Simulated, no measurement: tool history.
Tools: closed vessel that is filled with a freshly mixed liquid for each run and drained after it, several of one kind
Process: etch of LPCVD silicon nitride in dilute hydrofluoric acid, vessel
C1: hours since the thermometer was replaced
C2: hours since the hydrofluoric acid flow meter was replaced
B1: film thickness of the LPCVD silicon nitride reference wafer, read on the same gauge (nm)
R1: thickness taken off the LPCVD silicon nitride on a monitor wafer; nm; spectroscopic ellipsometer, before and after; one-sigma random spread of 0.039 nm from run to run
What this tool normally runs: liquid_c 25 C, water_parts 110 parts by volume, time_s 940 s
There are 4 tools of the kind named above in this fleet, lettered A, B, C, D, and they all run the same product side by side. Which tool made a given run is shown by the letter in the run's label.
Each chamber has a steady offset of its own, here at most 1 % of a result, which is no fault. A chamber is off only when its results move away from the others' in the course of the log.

{"run": "1C", "hour": 5.9, "liquid_c": 25, "water_parts": 110, "time_s": 940, "C1": 223.0, "C2": 63.1, "B1": 140.01, "R1": 4.3576}
{"run": "2D", "hour": 12.9, "liquid_c": 25, "water_parts": 110, "time_s": 940, "C1": 741.1, "C2": 542.7, "B1": 140.01, "R1": 4.3955}
{"run": "3B", "hour": 19.5, "liquid_c": 25, "water_parts": 110, "time_s": 940, "C1": 371.9, "C2": 1026.9, "B1": 140.0, "R1": 4.3115}
{"run": "4A", "hour": 23.5, "liquid_c": 25, "water_parts": 110, "time_s": 940, "C1": 1418.8, "C2": 1723.7, "B1": 140.01, "R1": 4.2421}
{"run": "5B", "hour": 31.3, "liquid_c": 25, "water_parts": 140, "time_s": 460, "C1": 383.7, "C2": 1038.7, "B1": 140.0, "R1": 1.6695}
{"run": "6A", "hour": 38.0, "liquid_c": 25, "water_parts": 140, "time_s": 460, "C1": 1433.3, "C2": 1738.2, "B1": 139.99, "R1": 1.6732}
{"run": "7D", "hour": 43.1, "liquid_c": 25, "water_parts": 140, "time_s": 460, "C1": 771.3, "C2": 572.9, "B1": 140.01, "R1": 1.7034}
{"run": "8C", "hour": 48.6, "liquid_c": 25, "water_parts": 140, "time_s": 460, "C1": 265.7, "C2": 105.8, "B1": 140.0, "R1": 1.6405}
{"run": "9B", "hour": 53.5, "liquid_c": 25, "water_parts": 110, "time_s": 940, "C1": 405.9, "C2": 1060.9, "B1": 140.01, "R1": 4.3336}
{"run": "10A", "hour": 57.9, "liquid_c": 25, "water_parts": 110, "time_s": 940, "C1": 1453.2, "C2": 1758.1, "B1": 140.01, "R1": 4.3383}
{"run": "11C", "hour": 62.7, "liquid_c": 25, "water_parts": 110, "time_s": 940, "C1": 279.8, "C2": 119.9, "B1": 139.99, "R1": 4.3112}
{"hour": 65.3, "done": "chamber B: hydrofluoric acid flow meter replaced"}
{"run": "12D", "hour": 69.8, "liquid_c": 25, "water_parts": 110, "time_s": 940, "C1": 798.0, "C2": 599.6, "B1": 140.03, "R1": 4.4924}
{"run": "13B", "hour": 73.5, "liquid_c": 25, "water_parts": 110, "time_s": 940, "C1": 425.9, "C2": 8.3, "B1": 139.97, "R1": 4.2722}
{"run": "14A", "hour": 76.9, "liquid_c": 25, "water_parts": 110, "time_s": 940, "C1": 1472.2, "C2": 1777.1, "B1": 140.0, "R1": 4.3614}
{"run": "15D", "hour": 82.6, "liquid_c": 25, "water_parts": 110, "time_s": 940, "C1": 810.8, "C2": 612.4, "B1": 140.01, "R1": 4.5802}
{"run": "16C", "hour": 87.2, "liquid_c": 25, "water_parts": 110, "time_s": 940, "C1": 304.3, "C2": 144.4, "B1": 140.01, "R1": 4.3307}
{"run": "17B", "hour": 94.3, "liquid_c": 25, "water_parts": 110, "time_s": 940, "C1": 446.7, "C2": 29.1, "B1": 139.99, "R1": 4.327}
{"run": "18A", "hour": 97.9, "liquid_c": 25, "water_parts": 110, "time_s": 940, "C1": 1493.2, "C2": 1798.1, "B1": 140.01, "R1": 4.2956}
{"run": "19D", "hour": 103.6, "liquid_c": 25, "water_parts": 110, "time_s": 940, "C1": 831.8, "C2": 633.4, "B1": 140.0, "R1": 4.609}
{"run": "20C", "hour": 110.0, "liquid_c": 25, "water_parts": 110, "time_s": 940, "C1": 327.1, "C2": 167.2, "B1": 140.0, "R1": 4.3501}
{"run": "21A", "hour": 116.2, "liquid_c": 25, "water_parts": 110, "time_s": 940, "C1": 1511.5, "C2": 1816.4, "B1": 140.0, "R1": 4.3071}
{"run": "22D", "hour": 121.1, "liquid_c": 25, "water_parts": 110, "time_s": 940, "C1": 849.3, "C2": 650.9, "B1": 140.02, "R1": 4.585}
{"run": "23C", "hour": 127.3, "liquid_c": 25, "water_parts": 110, "time_s": 940, "C1": 344.4, "C2": 184.5, "B1": 139.99, "R1": 4.3682}
{"run": "24B", "hour": 133.3, "liquid_c": 25, "water_parts": 110, "time_s": 940, "C1": 485.7, "C2": 68.1, "B1": 140.0, "R1": 4.3196}
{"run": "25D", "hour": 138.6, "liquid_c": 25, "water_parts": 110, "time_s": 940, "C1": 866.8, "C2": 668.4, "B1": 139.99, "R1": 4.5756}
{"run": "26B", "hour": 144.6, "liquid_c": 25, "water_parts": 110, "time_s": 940, "C1": 497.0, "C2": 79.4, "B1": 140.02, "R1": 4.3181}
{"run": "27C", "hour": 151.1, "liquid_c": 25, "water_parts": 110, "time_s": 940, "C1": 368.2, "C2": 208.3, "B1": 140.0, "R1": 4.4033}
{"run": "28A", "hour": 158.0, "liquid_c": 25, "water_parts": 110, "time_s": 940, "C1": 1553.3, "C2": 1858.2, "B1": 140.0, "R1": 4.3703}
{"run": "29A", "hour": 163.9, "liquid_c": 25, "water_parts": 110, "time_s": 940, "C1": 1559.2, "C2": 1864.1, "B1": 140.0, "R1": 4.3494}
{"run": "30B", "hour": 168.0, "liquid_c": 25, "water_parts": 110, "time_s": 940, "C1": 520.4, "C2": 102.8, "B1": 139.99, "R1": 4.3298}
{"run": "31D", "hour": 173.0, "liquid_c": 25, "water_parts": 110, "time_s": 940, "C1": 901.2, "C2": 702.8, "B1": 139.99, "R1": 4.65}
{"hour": 177.1, "done": "chamber A: hydrofluoric acid flow meter replaced"}
{"run": "32C", "hour": 180.3, "liquid_c": 25, "water_parts": 110, "time_s": 940, "C1": 397.4, "C2": 237.5, "B1": 139.99, "R1": 4.3734}
{"run": "33D", "hour": 187.4, "liquid_c": 25, "water_parts": 110, "time_s": 940, "C1": 915.6, "C2": 717.2, "B1": 139.99, "R1": 4.7482}
{"run": "34B", "hour": 194.2, "liquid_c": 25, "water_parts": 110, "time_s": 940, "C1": 546.6, "C2": 129.0, "B1": 139.99, "R1": 4.3367}
{"run": "35C", "hour": 201.6, "liquid_c": 25, "water_parts": 110, "time_s": 940, "C1": 418.7, "C2": 258.8, "B1": 139.99, "R1": 4.3133}
{"run": "36A", "hour": 208.9, "liquid_c": 25, "water_parts": 110, "time_s": 940, "C1": 1604.2, "C2": 31.8, "B1": 139.98, "R1": 4.3611}
{"run": "37C", "hour": 215.7, "liquid_c": 25, "water_parts": 110, "time_s": 940, "C1": 432.8, "C2": 272.9, "B1": 140.01, "R1": 4.3663}
{"hour": 217.4, "done": "chamber A: thermometer replaced"}
{"run": "38B", "hour": 221.9, "liquid_c": 25, "water_parts": 110, "time_s": 940, "C1": 574.3, "C2": 156.7, "B1": 140.01, "R1": 4.3053}
{"run": "39A", "hour": 227.5, "liquid_c": 25, "water_parts": 110, "time_s": 940, "C1": 10.2, "C2": 50.4, "B1": 140.0, "R1": 4.2912}
{"run": "40D", "hour": 234.4, "liquid_c": 25, "water_parts": 110, "time_s": 940, "C1": 962.6, "C2": 764.2, "B1": 140.01, "R1": 4.8318}
{"run": "41C", "hour": 239.7, "liquid_c": 25, "water_parts": 110, "time_s": 940, "C1": 456.8, "C2": 296.9, "B1": 139.99, "R1": 4.3739}
{"run": "42D", "hour": 244.6, "liquid_c": 25, "water_parts": 110, "time_s": 940, "C1": 972.8, "C2": 774.4, "B1": 139.98, "R1": 4.8972}

Predict what each chamber gives when all 4 of them run the settings below next.
{"run": "43A", "hour": 250.3, "liquid_c": 25, "water_parts": 110, "time_s": 940, "R1": "?"}
{"run": "43B", "hour": 250.3, "liquid_c": 25, "water_parts": 110, "time_s": 940, "R1": "?"}
{"run": "43C", "hour": 250.3, "liquid_c": 25, "water_parts": 110, "time_s": 940, "R1": "?"}
{"run": "43D", "hour": 250.3, "liquid_c": 25, "water_parts": 110, "time_s": 940, "R1": "?"}

run=43A R1=4.3172
run=43B R1=4.3369
run=43C R1=4.4059
run=43D R1=4.9098

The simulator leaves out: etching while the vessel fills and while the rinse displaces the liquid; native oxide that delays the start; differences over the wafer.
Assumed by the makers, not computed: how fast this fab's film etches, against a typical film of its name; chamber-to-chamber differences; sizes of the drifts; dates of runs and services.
